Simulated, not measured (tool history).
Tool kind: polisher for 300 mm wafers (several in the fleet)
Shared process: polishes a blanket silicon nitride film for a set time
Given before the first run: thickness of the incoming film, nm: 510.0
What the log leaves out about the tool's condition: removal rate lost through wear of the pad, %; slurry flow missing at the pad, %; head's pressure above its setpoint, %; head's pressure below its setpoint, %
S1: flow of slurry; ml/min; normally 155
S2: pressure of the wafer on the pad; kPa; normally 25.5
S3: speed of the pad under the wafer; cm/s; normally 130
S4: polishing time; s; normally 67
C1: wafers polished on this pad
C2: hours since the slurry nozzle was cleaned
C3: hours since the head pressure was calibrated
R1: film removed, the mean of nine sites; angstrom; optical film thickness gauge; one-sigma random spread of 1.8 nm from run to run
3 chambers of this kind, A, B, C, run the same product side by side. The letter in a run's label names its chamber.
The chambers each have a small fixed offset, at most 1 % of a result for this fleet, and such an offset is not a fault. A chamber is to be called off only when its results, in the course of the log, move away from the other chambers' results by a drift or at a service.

-- hour=0.2 chamber B: worn pad replaced by a new one
run 1B hour=6.5 | S1=155 S2=25.5 S3=130 S4=67 | C1=83 C2=465.5 C3=362.2 | R1=1372.90
run 2C hour=11.9 | S1=155 S2=25.5 S3=130 S4=67 | C1=394 C2=334.1 C3=648.1 | R1=1386.80
run 3A hour=20.5 | S1=155 S2=25.5 S3=130 S4=67 | C1=1144 C2=622.8 C3=119.6 | R1=1387.20
-- hour=26.3 chamber C: worn pad replaced by a new one
run 4C hour=28.7 | S1=155 S2=25.5 S3=130 S4=67 | C1=32 C2=350.9 C3=664.9 | R1=1398.40
run 5B hour=35.1 | S1=155 S2=25.5 S3=130 S4=67 | C1=459 C2=494.1 C3=390.8 | R1=1370.70
-- hour=36.2 chamber A: worn pad replaced by a new one
run 6A hour=42.6 | S1=155 S2=25.5 S3=130 S4=67 | C1=84 C2=644.9 C3=141.7 | R1=1412.20
run 7B hour=52.7 | S1=155 S2=25.5 S3=130 S4=67 | C1=690 C2=511.7 C3=408.4 | R1=1395.20
-- hour=55.5 chamber B: worn pad replaced by a new one
run 8C hour=60.3 | S1=155 S2=25.5 S3=130 S4=67 | C1=447 C2=382.5 C3=696.5 | R1=1407.20
-- hour=63.9 chamber B: head pressure recalibrated
run 9A hour=70.8 | S1=195 S2=25.5 S3=130 S4=67 | C1=455 C2=673.1 C3=169.9 | R1=1445.80
-- hour=71.0 chamber C: worn pad replaced by a new one
run 10A hour=78.8 | S1=195 S2=25.5 S3=130 S4=67 | C1=560 C2=681.1 C3=177.9 | R1=1434.20
run 11C hour=84.5 | S1=195 S2=25.5 S3=130 S4=67 | C1=178 C2=406.7 C3=720.7 | R1=1465.60
run 12B hour=91.2 | S1=155 S2=25.5 S3=130 S4=67 | C1=469 C2=550.2 C3=27.3 | R1=1227.30
run 13B hour=97.7 | S1=155 S2=25.5 S3=130 S4=67 | C1=555 C2=556.7 C3=33.8 | R1=1237.80
run 14A hour=106.2 | S1=155 S2=25.5 S3=130 S4=67 | C1=920 C2=708.5 C3=205.3 | R1=1389.90
-- hour=108.3 chamber B: worn pad replaced by a new one
-- hour=109.7 chamber C: slurry nozzle cleaned
-- hour=111.7 chamber C: worn pad replaced by a new one
-- hour=113.5 chamber A: slurry nozzle cleaned
run 15C hour=116.2 | S1=155 S2=25.5 S3=130 S4=67 | C1=59 C2=6.5 C3=752.4 | R1=1399.70
run 16C hour=124.4 | S1=155 S2=25.5 S3=130 S4=67 | C1=167 C2=14.7 C3=760.6 | R1=1383.00
run 17B hour=133.8 | S1=155 S2=25.5 S3=130 S4=67 | C1=335 C2=592.8 C3=69.9 | R1=1252.00
run 18A hour=138.5 | S1=155 S2=25.5 S3=130 S4=67 | C1=1345 C2=25.0 C3=237.6 | R1=1433.40
run 19A hour=147.2 | S1=155 S2=25.5 S3=130 S4=67 | C1=1460 C2=33.7 C3=246.3 | R1=1404.90
-- hour=155.9 chamber C: worn pad replaced by a new one
run 20C hour=157.4 | S1=155 S2=31.0 S3=130 S4=54 | C1=19 C2=47.7 C3=793.6 | R1=1368.60
run 21B hour=167.1 | S1=155 S2=31.0 S3=130 S4=54 | C1=773 C2=626.1 C3=103.2 | R1=1193.00
run 22B hour=173.2 | S1=155 S2=31.0 S3=130 S4=54 | C1=854 C2=632.2 C3=109.3 | R1=1233.00

Which is it: a chamber that has drifted or been left off by a service, a gauge drift common to all chambers, or only each chamber's usual small offset? If a chamber is off, name it and its likeliest cause.

A service on chamber B put it out of line with the rest.
What lies behind it: head's pressure below its setpoint, % = 11.9.

Which of the 4 candidates below, each the usual settings with something changed and its results left as question marks, puts chamber B back in line with what the other chambers give on the usual settings?
In-line tolerance around the mean of the other chambers on the usual settings: R1 65.00 angstrom
run 23B-1 hour=180.8 | S1=155 S2=26.2 S3=132 S4=67 | R1=?
run 23B-2 hour=180.8 | S1=155 S2=26.9 S3=136 S4=70 | R1=?
run 23B-3 hour=180.8 | S1=155 S2=24.8 S3=128 S4=66 | R1=?
run 23B-4 hour=180.8 | S1=155 S2=25.5 S3=130 S4=58 | R1=?

Mean of the other chambers on the usual settings: R1 1404.60 angstrom
run=23B-1 R1=1285.60
run=23B-2 R1=1412.10
run=23B-3 R1=1170.30
run=23B-4 R1=1070.30
The right change is 23B-2: it brings the chamber back within the allowed miss of the others.

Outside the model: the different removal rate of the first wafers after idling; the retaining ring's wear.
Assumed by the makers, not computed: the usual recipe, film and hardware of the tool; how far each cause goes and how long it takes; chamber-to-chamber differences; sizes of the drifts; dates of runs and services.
